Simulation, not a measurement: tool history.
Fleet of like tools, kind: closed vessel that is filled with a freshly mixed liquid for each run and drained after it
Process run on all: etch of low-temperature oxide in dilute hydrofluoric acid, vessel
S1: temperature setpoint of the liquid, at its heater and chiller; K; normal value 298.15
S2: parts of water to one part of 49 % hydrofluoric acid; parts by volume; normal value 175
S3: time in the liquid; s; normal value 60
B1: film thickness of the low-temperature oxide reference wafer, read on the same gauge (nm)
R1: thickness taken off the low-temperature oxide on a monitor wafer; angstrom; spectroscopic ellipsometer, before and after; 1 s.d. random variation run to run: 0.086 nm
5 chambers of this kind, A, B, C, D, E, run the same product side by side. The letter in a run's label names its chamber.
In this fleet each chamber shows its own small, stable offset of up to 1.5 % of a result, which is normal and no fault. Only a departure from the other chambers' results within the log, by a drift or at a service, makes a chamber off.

{"run": "1A", "hour": 6.0, "S1": 298.15, "S2": 175, "S3": 60, "B1": 30.014, "R1": 108.56}
{"run": "2C", "hour": 12.5, "S1": 298.15, "S2": 175, "S3": 60, "B1": 30.007, "R1": 108.44}
{"run": "3E", "hour": 16.7, "S1": 298.15, "S2": 175, "S3": 60, "B1": 29.993, "R1": 108.47}
{"run": "4D", "hour": 23.7, "S1": 298.15, "S2": 175, "S3": 60, "B1": 29.987, "R1": 108.65}
{"run": "5B", "hour": 30.8, "S1": 298.15, "S2": 175, "S3": 60, "B1": 29.973, "R1": 110.25}
{"run": "6E", "hour": 35.3, "S1": 298.15, "S2": 175, "S3": 60, "B1": 30.007, "R1": 109.92}
{"run": "7D", "hour": 42.4, "S1": 298.15, "S2": 175, "S3": 60, "B1": 30.002, "R1": 108.54}
{"run": "8A", "hour": 50.2, "S1": 298.15, "S2": 175, "S3": 60, "B1": 29.998, "R1": 108.76}
{"run": "9C", "hour": 55.1, "S1": 294.65, "S2": 175, "S3": 60, "B1": 30.007, "R1": 94.495}
{"run": "10B", "hour": 61.5, "S1": 294.65, "S2": 175, "S3": 60, "B1": 29.993, "R1": 97.085}
{"run": "11C", "hour": 65.7, "S1": 294.65, "S2": 175, "S3": 60, "B1": 30.005, "R1": 95.136}
{"run": "12E", "hour": 69.8, "S1": 294.65, "S2": 175, "S3": 60, "B1": 29.986, "R1": 96.016}
{"run": "13B", "hour": 78.1, "S1": 294.65, "S2": 175, "S3": 60, "B1": 29.977, "R1": 95.818}
{"run": "14A", "hour": 82.6, "S1": 298.15, "S2": 175, "S3": 60, "B1": 29.966, "R1": 109.8}
{"run": "15D", "hour": 89.1, "S1": 298.15, "S2": 175, "S3": 60, "B1": 30.007, "R1": 108.65}
{"run": "16B", "hour": 97.3, "S1": 298.15, "S2": 175, "S3": 60, "B1": 30.011, "R1": 111.03}
{"hour": 99.5, "done": "chamber A: hydrofluoric acid flow meter replaced"}
{"run": "17E", "hour": 101.5, "S1": 298.15, "S2": 175, "S3": 60, "B1": 29.997, "R1": 109.67}
{"run": "18A", "hour": 109.8, "S1": 298.15, "S2": 175, "S3": 60, "B1": 30.013, "R1": 108.1}
{"run": "19C", "hour": 114.0, "S1": 298.15, "S2": 175, "S3": 60, "B1": 30.018, "R1": 104.97}
{"run": "20D", "hour": 121.7, "S1": 298.15, "S2": 175, "S3": 60, "B1": 29.978, "R1": 107.89}
{"run": "21D", "hour": 125.7, "S1": 298.15, "S2": 175, "S3": 60, "B1": 30, "R1": 108.91}
{"run": "22B", "hour": 133.2, "S1": 298.15, "S2": 175, "S3": 60, "B1": 30.014, "R1": 109.96}
{"run": "23A", "hour": 138.6, "S1": 298.15, "S2": 175, "S3": 60, "B1": 29.99, "R1": 109.81}
{"run": "24E", "hour": 146.6, "S1": 298.15, "S2": 175, "S3": 60, "B1": 29.989, "R1": 109.48}
{"run": "25C", "hour": 154.2, "S1": 298.15, "S2": 175, "S3": 60, "B1": 29.977, "R1": 103.43}
{"run": "26A", "hour": 159.9, "S1": 298.15, "S2": 175, "S3": 60, "B1": 29.997, "R1": 110.34}
{"run": "27E", "hour": 164.4, "S1": 298.15, "S2": 175, "S3": 60, "B1": 30.009, "R1": 109.72}
{"run": "28C", "hour": 169.8, "S1": 298.15, "S2": 175, "S3": 60, "B1": 29.984, "R1": 105.34}
{"run": "29D", "hour": 175.9, "S1": 298.15, "S2": 175, "S3": 60, "B1": 30.003, "R1": 108.22}
{"run": "30B", "hour": 182.6, "S1": 298.15, "S2": 175, "S3": 60, "B1": 29.985, "R1": 109.83}
{"run": "31D", "hour": 190.1, "S1": 298.15, "S2": 175, "S3": 60, "B1": 29.973, "R1": 109.01}
{"run": "32C", "hour": 198.8, "S1": 298.15, "S2": 255, "S3": 60, "B1": 30.011, "R1": 64.784}
{"run": "33B", "hour": 206.1, "S1": 298.15, "S2": 255, "S3": 60, "B1": 30.014, "R1": 69.348}
{"run": "34E", "hour": 211.0, "S1": 298.15, "S2": 255, "S3": 60, "B1": 29.999, "R1": 68.16}

One chamber off, gauge drift, or nothing amiss beyond the chambers' own small offsets? If it is a chamber, which one, and what is the likeliest cause?

Chamber C drifts away from the others.
Cause: hydrofluoric acid flow below the setpoint (%) = 5.73.
The log may not separate it from: liquid colder than its thermometer reads (K).

Here are 4 candidates for chamber C's next run, each the usual settings with a change, their results left as question marks. Which one brings its results back in line with what the others give on the usual settings?
Counts as in line when no further than this from what the other chambers average on the usual settings: R1 3 angstrom
{"run": "35C-1", "hour": 217.4, "S1": 299.15, "S2": 175, "S3": 60, "R1": "?"}
{"run": "35C-2", "hour": 217.4, "S1": 297.15, "S2": 175, "S3": 60, "R1": "?"}
{"run": "35C-3", "hour": 217.4, "S1": 298.15, "S2": 165, "S3": 60, "R1": "?"}
{"run": "35C-4", "hour": 217.4, "S1": 298.15, "S2": 175, "S3": 55, "R1": "?"}

Usual-settings mean across the other chambers: R1 109.65 angstrom
run=35C-1 R1=104.98
run=35C-2 R1=97.58
run=35C-3 R1=108.57
run=35C-4 R1=92.795
35C-3 is the one that brings the chamber's results back in line with the other chambers.
